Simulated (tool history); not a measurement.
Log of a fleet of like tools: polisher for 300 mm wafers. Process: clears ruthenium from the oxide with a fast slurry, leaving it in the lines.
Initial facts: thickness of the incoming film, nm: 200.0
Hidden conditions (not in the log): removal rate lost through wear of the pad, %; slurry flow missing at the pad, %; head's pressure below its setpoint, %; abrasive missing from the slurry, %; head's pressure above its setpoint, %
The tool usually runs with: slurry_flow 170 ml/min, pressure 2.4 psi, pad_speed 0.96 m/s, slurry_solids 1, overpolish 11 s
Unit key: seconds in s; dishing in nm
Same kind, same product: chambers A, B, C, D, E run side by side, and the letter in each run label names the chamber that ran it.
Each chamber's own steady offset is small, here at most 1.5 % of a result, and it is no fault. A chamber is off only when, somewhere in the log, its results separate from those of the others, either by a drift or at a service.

run,hour,slurry_flow,pressure,pad_speed,slurry_solids,overpolish,wafers polished on this pad,hours since the slurry nozzle was cleaned,hours since the head pressure was calibrated,hours since the slurry blender was calibrated,seconds,dishing
1E,10.7,170,2.4,0.96,1,11,262,91.1,466.7,175.2,55.472,29.516
2B,21.8,170,2.4,0.96,1,11,313,64.5,103.6,194,55.961,31.161
# hour 21.9: chamber C: head pressure recalibrated
3D,30.1,170,2.4,0.96,1,11,421,133.4,318,198.8,56.236,31.582
4A,42.2,170,2.4,0.96,1,11,903,244.2,876.5,64.1,55.018,30.052
# hour 43.6: chamber D: slurry blender recalibrated
5C,53.5,170,2.4,0.96,1,11,443,389.6,31.7,121.7,56.673,29.848
# hour 58.5: chamber D: worn pad replaced by a new one
# hour 62.1: chamber B: worn pad replaced by a new one
6B,62.8,170,2.4,0.96,1,11,5,105.5,144.6,235,56.398,32.548
7E,69.9,170,2.4,0.96,1,11,704,150.3,525.9,234.4,55.011,30.725
8A,78.9,170,2.4,0.96,1,11,1176,280.9,913.2,100.8,56.241,30.901
# hour 84.8: chamber A: worn pad replaced by a new one
9D,88.3,170,2.4,0.96,1,11,222,191.6,376.2,44.7,55.292,30.336
10C,99.2,170,2.4,0.96,1,11,784,435.3,77.4,167.4,55.305,31.45
# hour 100.9: chamber E: worn pad replaced by a new one
11E,107.8,170,2.4,0.96,0.7,11,51,188.2,563.8,272.3,66.583,25.599
# hour 115: chamber E: slurry nozzle cleaned
12D,118,170,2.4,0.96,0.7,11,443,221.3,405.9,74.4,69.516,26.297
# hour 118.2: chamber C: worn pad replaced by a new one
13A,127.4,170,2.4,0.96,0.7,11,318,329.4,961.7,149.3,66.861,25.132
# hour 131.4: chamber D: head pressure recalibrated
14C,136.5,170,2.4,0.96,0.7,11,137,472.6,114.7,204.7,67.995,26.565
15B,143.2,170,2.4,0.96,0.7,11,605,185.9,225,315.4,67.235,25.285
16B,149,170,2.4,0.96,1,11,648,191.7,230.8,321.2,55.383,29.47
# hour 153.8: chamber B: worn pad replaced by a new one
# hour 155.8: chamber D: worn pad replaced by a new one
# hour 158.4: chamber E: slurry blender recalibrated
17C,161,170,2.4,0.96,1,11,319,497.1,139.2,229.2,55.89,28.718
18D,172.9,170,2.4,0.96,1,11,128,276.2,41.5,129.3,56.069,31.141
19A,181.5,170,2.4,0.96,1,11,721,383.5,1015.8,203.4,56.832,30.245
# hour 193.3: chamber E: head pressure recalibrated
20E,193.7,205,2.4,0.96,1,13,692,78.8,0.5,35.4,53.416,34.512
21B,202.6,205,2.4,0.96,1,13,364,245.3,284.4,374.8,54.86,37.941
22A,212.6,205,2.4,0.96,1,13,953,414.6,1046.9,234.5,54.563,37.587
# hour 213.2: chamber E: worn pad replaced by a new one
23D,219,205,2.4,0.96,1,13,471,322.3,87.6,175.4,54.496,35.888
24C,225.4,205,2.4,0.96,1,13,799,561.5,203.6,293.6,56.295,35.178
# hour 226.4: chamber A: worn pad replaced by a new one
25E,232.8,125,2.4,1.2,1,11,146,117.9,39.6,74.5,46.49,36.707
# hour 237.6: chamber B: worn pad replaced by a new one
26C,243.3,125,2.4,1.2,1,11,933,579.4,221.5,311.5,49.802,34.15
# hour 248.7: chamber A: slurry blender recalibrated
27B,249.7,125,2.4,1.2,1,11,90,292.4,331.5,421.9,46.946,35.033
# hour 254.9: chamber C: worn pad replaced by a new one
# hour 256: chamber D: worn pad replaced by a new one
# hour 256.4: chamber B: slurry blender recalibrated
28A,261.2,125,2.4,1.2,1,11,259,463.2,1095.5,12.6,47.796,35.773
29D,269.8,125,2.4,1.2,1,11,102,373.1,138.4,226.2,47.767,34.036
30E,280.7,170,2.4,0.96,1,11,503,165.8,87.5,122.4,56.053,30.018
31D,290.8,170,2.4,0.96,1,11,259,394.1,159.4,247.2,57.195,29.343
32B,301.7,170,2.4,0.96,1,11,478,344.4,383.5,45.3,55.143,31.568
33C,312.7,170,2.4,0.96,1,11,431,648.8,290.9,380.9,60.536,27.692
# hour 320: chamber A: slurry nozzle cleaned
34E,323,170,2.4,0.96,1,11,819,208.1,129.8,164.7,55.486,29.904
35A,331.3,170,2.4,0.96,1,11,782,11.3,1165.6,82.7,56.717,30.847

Does one chamber stand apart from the rest, does the shared gauge drift, or is all well apart from small per-chamber offsets? Give the chamber and the most likely cause, where there is one.

One chamber, C, drifts off from the rest bit by bit.
Most likely cause: abrasive missing from the slurry, % = 19.2.
Not necessarily distinguishable in this log from: slurry flow missing at the pad, %; head's pressure below its setpoint, %.

Below are 4 candidate recipes for chamber C's next run, each the usual settings with a change, their results shown as question marks. Which of them brings C's results back in line with what the other chambers give on the usual settings?
In-line tolerance around the mean of the other chambers on the usual settings: seconds 2.1 s; dishing 2.4 nm
36C-1,340.2,170,2.3,0.9,1,11,,,,,?,?
36C-2,340.2,170,2.5,1.02,1,11,,,,,?,?
36C-3,340.2,170,2.4,0.98,1,11,,,,,?,?
36C-4,340.2,170,2.4,0.94,1,11,,,,,?,?

Usual-settings mean across the other chambers: seconds 56.152 s; dishing 30.709 nm
run,seconds,dishing
36C-1,69.597,25.544
36C-2,56.461,30.67
36C-3,61.212,28.596
36C-4,63.857,27.558
Change 36C-2 lands the chamber within the allowed miss of the other chambers.
